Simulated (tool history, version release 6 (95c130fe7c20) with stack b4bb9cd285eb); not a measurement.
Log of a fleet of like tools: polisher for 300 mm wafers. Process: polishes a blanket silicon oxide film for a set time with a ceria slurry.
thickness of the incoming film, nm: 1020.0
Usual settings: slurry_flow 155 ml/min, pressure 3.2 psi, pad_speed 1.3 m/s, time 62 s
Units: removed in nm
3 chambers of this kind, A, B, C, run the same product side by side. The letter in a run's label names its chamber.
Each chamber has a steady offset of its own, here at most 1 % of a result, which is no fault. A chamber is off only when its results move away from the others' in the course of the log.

| run | hour | slurry_flow | pressure | pad_speed | time | wafers polished on this pad | hours since the slurry nozzle was cleaned | hours since the head pressure was calibrated | removed |
|---|---|---|---|---|---|---|---|---|---|
|  | 3.3 | chamber B: worn pad replaced by a new one |
| 1B | 6.5 | 155 | 3.2 | 1.3 | 62 | 44 | 465.5 | 362.2 | 330.12 |
| 2C | 11.9 | 155 | 3.2 | 1.3 | 62 | 380 | 334.1 | 648.1 | 333.44 |
| 3A | 20.5 | 155 | 3.2 | 1.3 | 62 | 1112 | 622.8 | 119.6 | 333.55 |
|  | 27 | chamber C: worn pad replaced by a new one |
| 4C | 28.7 | 155 | 3.2 | 1.3 | 62 | 23 | 350.9 | 664.9 | 336.23 |
| 5B | 35.1 | 155 | 3.2 | 1.3 | 62 | 430 | 494.1 | 390.8 | 329.58 |
|  | 38.2 | chamber A: worn pad replaced by a new one |
| 6A | 42.6 | 155 | 3.2 | 1.3 | 62 | 60 | 644.9 | 141.7 | 339.56 |
| 7B | 52.7 | 155 | 3.2 | 1.3 | 62 | 668 | 511.7 | 408.4 | 335.47 |
|  | 57.1 | chamber B: worn pad replaced by a new one |
| 8C | 60.3 | 155 | 3.2 | 1.3 | 62 | 450 | 382.5 | 696.5 | 338.36 |
|  | 63.9 | chamber B: head pressure recalibrated |
|  | 70.5 | chamber C: worn pad replaced by a new one |
| 9A | 70.8 | 195 | 3.2 | 1.3 | 62 | 440 | 673.1 | 169.9 | 347.64 |
| 10A | 78.8 | 195 | 3.2 | 1.3 | 62 | 548 | 681.1 | 177.9 | 344.85 |
| 11C | 84.5 | 195 | 3.2 | 1.3 | 62 | 189 | 406.7 | 720.7 | 352.41 |
| 12B | 91.2 | 155 | 3.2 | 1.3 | 62 | 460 | 550.2 | 27.3 | 295.1 |
| 13B | 97.7 | 155 | 3.2 | 1.3 | 62 | 548 | 556.7 | 33.8 | 297.63 |
| 14A | 106.2 | 155 | 3.2 | 1.3 | 62 | 918 | 708.5 | 205.3 | 334.19 |
|  | 108.6 | chamber B: worn pad replaced by a new one |
|  | 109.7 | chamber C: slurry nozzle cleaned |
|  | 110.2 | chamber C: worn pad replaced by a new one |
|  | 113.5 | chamber A: slurry nozzle cleaned |
| 15C | 116.2 | 155 | 3.2 | 1.3 | 62 | 81 | 6.5 | 752.4 | 336.54 |
| 16C | 124.4 | 155 | 3.2 | 1.3 | 62 | 191 | 14.7 | 760.6 | 332.55 |
| 17B | 133.8 | 155 | 3.2 | 1.3 | 62 | 341 | 592.8 | 69.9 | 301.05 |
| 18A | 138.5 | 155 | 3.2 | 1.3 | 62 | 1354 | 25 | 237.6 | 344.66 |
| 19A | 147.2 | 155 | 3.2 | 1.3 | 62 | 1471 | 33.7 | 246.3 | 337.8 |
|  | 153.3 | chamber C: worn pad replaced by a new one |
| 20C | 157.4 | 155 | 3.9 | 1.3 | 49 | 55 | 47.7 | 793.6 | 323.35 |
| 21B | 167.1 | 155 | 3.9 | 1.3 | 49 | 790 | 626.1 | 103.2 | 281.86 |
|  | 172.8 | chamber B: worn pad replaced by a new one |
| 22B | 173.2 | 155 | 3.9 | 1.3 | 49 | 6 | 632.2 | 109.3 | 291.31 |

Is one chamber off against the others, does the gauge drift, or is nothing wrong? If a chamber is off, say which, and what the likeliest cause is.

A service left chamber B off against the others.
Cause: head's pressure below its setpoint, % = 11.9.

Here are 4 candidates for chamber B's next run, each the usual settings with a change, their results left as question marks. Which one brings its results back in line with what the others give on the usual settings?
In line means no further than this from the other chambers' mean on the usual settings: removed 16 nm
| 23B-1 | 180.8 | 155 | 3.3 | 1.32 | 62 |  |  |  | ? |
| 23B-2 | 180.8 | 155 | 3.3 | 1.36 | 65 |  |  |  | ? |
| 23B-3 | 180.8 | 155 | 3.2 | 1.28 | 61 |  |  |  | ? |
| 23B-4 | 180.8 | 155 | 3.2 | 1.3 | 54 |  |  |  | ? |

The other chambers' mean on the usual settings: removed 337.73 nm
| run | removed |
|---|---|
| 23B-1 | 311.34 |
| 23B-2 | 336.41 |
| 23B-3 | 287.94 |
| 23B-4 | 258.93 |
23B-2 brings the chamber back in line.

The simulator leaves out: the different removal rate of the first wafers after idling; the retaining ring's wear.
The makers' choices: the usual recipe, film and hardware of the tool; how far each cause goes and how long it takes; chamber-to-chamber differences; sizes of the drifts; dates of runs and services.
